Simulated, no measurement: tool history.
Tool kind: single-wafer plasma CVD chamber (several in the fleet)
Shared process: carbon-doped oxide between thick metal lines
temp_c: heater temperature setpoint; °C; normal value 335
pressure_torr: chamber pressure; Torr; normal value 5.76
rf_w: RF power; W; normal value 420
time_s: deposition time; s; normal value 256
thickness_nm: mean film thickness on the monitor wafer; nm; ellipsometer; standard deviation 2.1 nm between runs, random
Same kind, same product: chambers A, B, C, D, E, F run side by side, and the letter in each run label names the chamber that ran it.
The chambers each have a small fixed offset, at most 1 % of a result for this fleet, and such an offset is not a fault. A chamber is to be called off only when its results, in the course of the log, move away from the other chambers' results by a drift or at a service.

run   hour  temp_c  pressure_torr  rf_w  time_s  hours since the last thermocouple change  hours since the last RF generator calibration  hours since the last manometer calibration  read-back reference wafer on the same gauge, thickness_nm  thickness_nm
 1A   10.9     335           5.76   420     256                                     129.6                                          601.7                                       400.2                                                     1410.8       1215.60
 2E   17.7     335           5.76   420     256                                     232.0                                         1901.6                                       602.2                                                     1410.0       1213.80
 3B   24.5     335           5.76   420     256                                    1096.2                                         1735.5                                      1928.5                                                     1410.6       1225.90
      28.2  -- chamber B: thermocouple changed; heater temperature recalibrated
 4F   33.1     335           5.76   420     256                                     688.5                                         1546.8                                        53.1                                                     1410.8       1217.50
 5D   43.3     335           5.76   420     256                                     172.9                                          979.0                                       330.9                                                     1411.2       1215.60
 6C   49.9     335           5.76   420     256                                     462.3                                          355.2                                      1054.2                                                     1411.2       1213.80
 7D   61.8     335           5.76   420     256                                     191.4                                          997.5                                       349.4                                                     1411.6       1217.10
 8F   69.2     335           5.76   420     256                                     724.6                                         1582.9                                        89.2                                                     1411.5       1220.10
 9C   79.2     335           5.76   420     256                                     491.6                                          384.5                                      1083.5                                                     1412.5       1212.40
10E   89.4     324           5.76   355     256                                     303.7                                         1973.3                                       673.9                                                     1412.2       1116.50
11A   99.9     324           5.76   355     256                                     218.6                                          690.7                                       489.2                                                     1412.7       1120.00
12B  110.9     324           5.76   355     256                                      82.7                                         1821.9                                      2014.9                                                     1413.0       1127.00
13E  118.8     324           5.76   355     256                                     333.1                                         2002.7                                       703.3                                                     1413.2       1117.20
14A  127.5     324           5.76   355     256                                     246.2                                          718.3                                       516.8                                                     1414.0       1115.20
15F  136.1     324           5.76   355     256                                     791.5                                         1649.8                                       156.1                                                     1413.6       1113.90
16B  147.7     335           5.76   420     256                                     119.5                                         1858.7                                      2051.7                                                     1413.9       1234.50
17C  158.7     335           5.76   420     256                                     571.1                                          464.0                                      1163.0                                                     1415.2       1216.40
18D  164.6     335           5.76   380     221                                     294.2                                         1100.3                                       452.2                                                     1415.1        977.86
19C  176.7     335           5.76   380     221                                     589.1                                          482.0                                      1181.0                                                     1415.6        970.75
20D  183.2     335           5.76   380     221                                     312.8                                         1118.9                                       470.8                                                     1415.7        981.91
21E  190.9     335           5.76   380     221                                     405.2                                         2074.8                                       775.4                                                     1415.3        979.52
22F  201.7     335           5.76   380     221                                     857.1                                         1715.4                                       221.7                                                     1416.0        978.29
     207.7  -- chamber A: RF generator calibrated
23B  210.8     335           5.76   380     221                                     182.6                                         1921.8                                      2114.8                                                     1416.5        990.82
24A  223.0     335           5.76   420     256                                     341.7                                           15.4                                       612.3                                                     1416.8       1225.80
25A  228.7     335           5.76   420     296                                     347.4                                           21.1                                       618.0                                                     1416.8       1417.70
26E  237.0     335           5.76   420     296                                     451.3                                         2120.9                                       821.5                                                     1416.8       1415.80
27F  244.3     335           5.76   420     296                                     899.7                                         1758.0                                       264.3                                                     1417.2       1410.80
28D  250.0     335           5.76   420     296                                     379.6                                         1185.7                                       537.6                                                     1416.7       1409.70
29B  261.8     335           5.76   420     296                                     233.6                                         1972.8                                      2165.8                                                     1417.0       1424.30
30C  269.6     335           5.76   420     296                                     682.0                                          574.9                                      1273.9                                                     1417.7       1404.90
31C  279.5     335           5.76   420     256                                     691.9                                          584.8                                      1283.8                                                     1418.4       1214.70
32A  285.6     335           5.76   420     256                                     404.3                                           78.0                                       674.9                                                     1419.0       1228.70
33E  295.8     335           5.76   420     256                                     510.1                                         2179.7                                       880.3                                                     1419.2       1224.10
34D  302.7     335           5.76   420     256                                     432.3                                         1238.4                                       590.3                                                     1418.8       1224.40
35F  313.8     335           5.76   420     256                                     969.2                                         1827.5                                       333.8                                                     1419.3       1222.20
     317.8  -- chamber B: capacitance manometer re-zeroed and calibrated
36B  321.6     335           5.76   420     256                                     293.4                                         2032.6                                         3.9                                                     1419.1       1232.00
37A  327.9     327           5.76   420     213                                     446.6                                          120.3                                       717.2                                                     1420.5       1048.20
38C  334.6     327           5.76   420     213                                     747.0                                          639.9                                      1338.9                                                     1420.0       1042.10

All 6 chambers run these settings next. Forecast each chamber's results:
39A  343.8     335           5.07   420     256                                                                                                                                                                                                             ?
39B  343.8     335           5.07   420     256                                                                                                                                                                                                             ?
39C  343.8     335           5.07   420     256                                                                                                                                                                                                             ?
39D  343.8     335           5.07   420     256                                                                                                                                                                                                             ?
39E  343.8     335           5.07   420     256                                                                                                                                                                                                             ?
39F  343.8     335           5.07   420     256                                                                                                                                                                                                             ?

run  thickness_nm
39A       1200.90
39B       1211.40
39C       1196.30
39D       1202.70
39E       1200.00
39F       1199.60
